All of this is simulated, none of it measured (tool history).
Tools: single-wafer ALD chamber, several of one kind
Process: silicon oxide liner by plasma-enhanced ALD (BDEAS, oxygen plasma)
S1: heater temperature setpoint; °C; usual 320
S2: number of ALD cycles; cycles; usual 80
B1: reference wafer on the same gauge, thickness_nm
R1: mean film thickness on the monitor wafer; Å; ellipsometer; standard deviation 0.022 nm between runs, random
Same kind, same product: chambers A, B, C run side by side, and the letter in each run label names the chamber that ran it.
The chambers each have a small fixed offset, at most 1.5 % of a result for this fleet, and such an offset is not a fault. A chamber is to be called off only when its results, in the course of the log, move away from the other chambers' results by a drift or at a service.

{"run": "1C", "hour": 5.7, "S1": 320, "S2": 80, "B1": 8.4485, "R1": 71.27}
{"run": "2A", "hour": 13.1, "S1": 320, "S2": 80, "B1": 8.4408, "R1": 71.922}
{"run": "3B", "hour": 21.0, "S1": 320, "S2": 80, "B1": 8.4479, "R1": 72.247}
{"run": "4A", "hour": 25.8, "S1": 320, "S2": 80, "B1": 8.4522, "R1": 71.838}
{"run": "5B", "hour": 32.2, "S1": 320, "S2": 80, "B1": 8.4537, "R1": 72.106}
{"run": "6C", "hour": 41.2, "S1": 320, "S2": 80, "B1": 8.45, "R1": 71.359}
{"run": "7C", "hour": 45.5, "S1": 320, "S2": 73, "B1": 8.4501, "R1": 65.498}
{"run": "8B", "hour": 53.6, "S1": 320, "S2": 73, "B1": 8.4509, "R1": 65.756}
{"run": "9A", "hour": 58.4, "S1": 320, "S2": 73, "B1": 8.4498, "R1": 65.237}
{"run": "10A", "hour": 67.6, "S1": 320, "S2": 80, "B1": 8.4536, "R1": 71.505}
{"run": "11C", "hour": 75.7, "S1": 320, "S2": 80, "B1": 8.4482, "R1": 71.306}
{"run": "12B", "hour": 82.3, "S1": 320, "S2": 80, "B1": 8.4486, "R1": 71.857}
{"run": "13C", "hour": 86.5, "S1": 320, "S2": 80, "B1": 8.4538, "R1": 71.789}
{"run": "14A", "hour": 93.4, "S1": 320, "S2": 80, "B1": 8.4501, "R1": 71.978}
{"run": "15B", "hour": 102.2, "S1": 320, "S2": 80, "B1": 8.45, "R1": 72.165}
{"run": "16B", "hour": 111.3, "S1": 320, "S2": 80, "B1": 8.451, "R1": 72.273}
{"run": "17A", "hour": 119.3, "S1": 320, "S2": 80, "B1": 8.4473, "R1": 71.76}
{"run": "18C", "hour": 128.6, "S1": 320, "S2": 80, "B1": 8.4431, "R1": 71.605}
{"run": "19C", "hour": 135.3, "S1": 320, "S2": 80, "B1": 8.4533, "R1": 71.891}
{"run": "20B", "hour": 142.9, "S1": 320, "S2": 80, "B1": 8.4454, "R1": 72.211}
{"run": "21A", "hour": 150.4, "S1": 312, "S2": 80, "B1": 8.4426, "R1": 72.702}
{"run": "22C", "hour": 156.8, "S1": 312, "S2": 80, "B1": 8.4454, "R1": 71.806}
{"run": "23B", "hour": 161.4, "S1": 312, "S2": 80, "B1": 8.4521, "R1": 72.817}
{"run": "24A", "hour": 167.4, "S1": 310, "S2": 80, "B1": 8.4502, "R1": 72.92}
{"run": "25B", "hour": 175.4, "S1": 310, "S2": 80, "B1": 8.4508, "R1": 73.316}
{"run": "26A", "hour": 183.5, "S1": 310, "S2": 80, "B1": 8.4513, "R1": 72.419}
{"run": "27C", "hour": 188.1, "S1": 320, "S2": 80, "B1": 8.4492, "R1": 71.276}
{"run": "28B", "hour": 196.0, "S1": 320, "S2": 95, "B1": 8.4479, "R1": 85.66}
{"run": "29A", "hour": 200.5, "S1": 320, "S2": 95, "B1": 8.4464, "R1": 85.738}
{"run": "30C", "hour": 207.3, "S1": 320, "S2": 95, "B1": 8.4518, "R1": 84.741}
{"run": "31A", "hour": 212.0, "S1": 320, "S2": 80, "B1": 8.4511, "R1": 71.69}
{"run": "32B", "hour": 216.9, "S1": 320, "S2": 80, "B1": 8.4492, "R1": 72.291}
{"run": "33C", "hour": 222.3, "S1": 320, "S2": 80, "B1": 8.4473, "R1": 71.403}
{"run": "34A", "hour": 228.1, "S1": 320, "S2": 80, "B1": 8.456, "R1": 71.389}
{"run": "35B", "hour": 235.0, "S1": 320, "S2": 80, "B1": 8.4544, "R1": 72.093}
{"run": "36C", "hour": 241.0, "S1": 320, "S2": 80, "B1": 8.4512, "R1": 71.865}
{"run": "37C", "hour": 248.1, "S1": 320, "S2": 80, "B1": 8.4478, "R1": 71.423}
{"run": "38B", "hour": 256.4, "S1": 314, "S2": 69, "B1": 8.454, "R1": 62.903}
{"run": "39A", "hour": 262.8, "S1": 314, "S2": 69, "B1": 8.4531, "R1": 62.335}
{"run": "40C", "hour": 272.1, "S1": 314, "S2": 69, "B1": 8.4428, "R1": 62.39}
{"run": "41B", "hour": 279.0, "S1": 320, "S2": 80, "B1": 8.4514, "R1": 72.409}

Next, all 3 chambers run the settings below, one line each with question marks for the results. What does each chamber give?
{"run": "42A", "hour": 285.7, "S1": 307, "S2": 80, "R1": "?"}
{"run": "42B", "hour": 285.7, "S1": 307, "S2": 80, "R1": "?"}
{"run": "42C", "hour": 285.7, "S1": 307, "S2": 80, "R1": "?"}

run=42A R1=72.88
run=42B R1=73.853
run=42C R1=73.213

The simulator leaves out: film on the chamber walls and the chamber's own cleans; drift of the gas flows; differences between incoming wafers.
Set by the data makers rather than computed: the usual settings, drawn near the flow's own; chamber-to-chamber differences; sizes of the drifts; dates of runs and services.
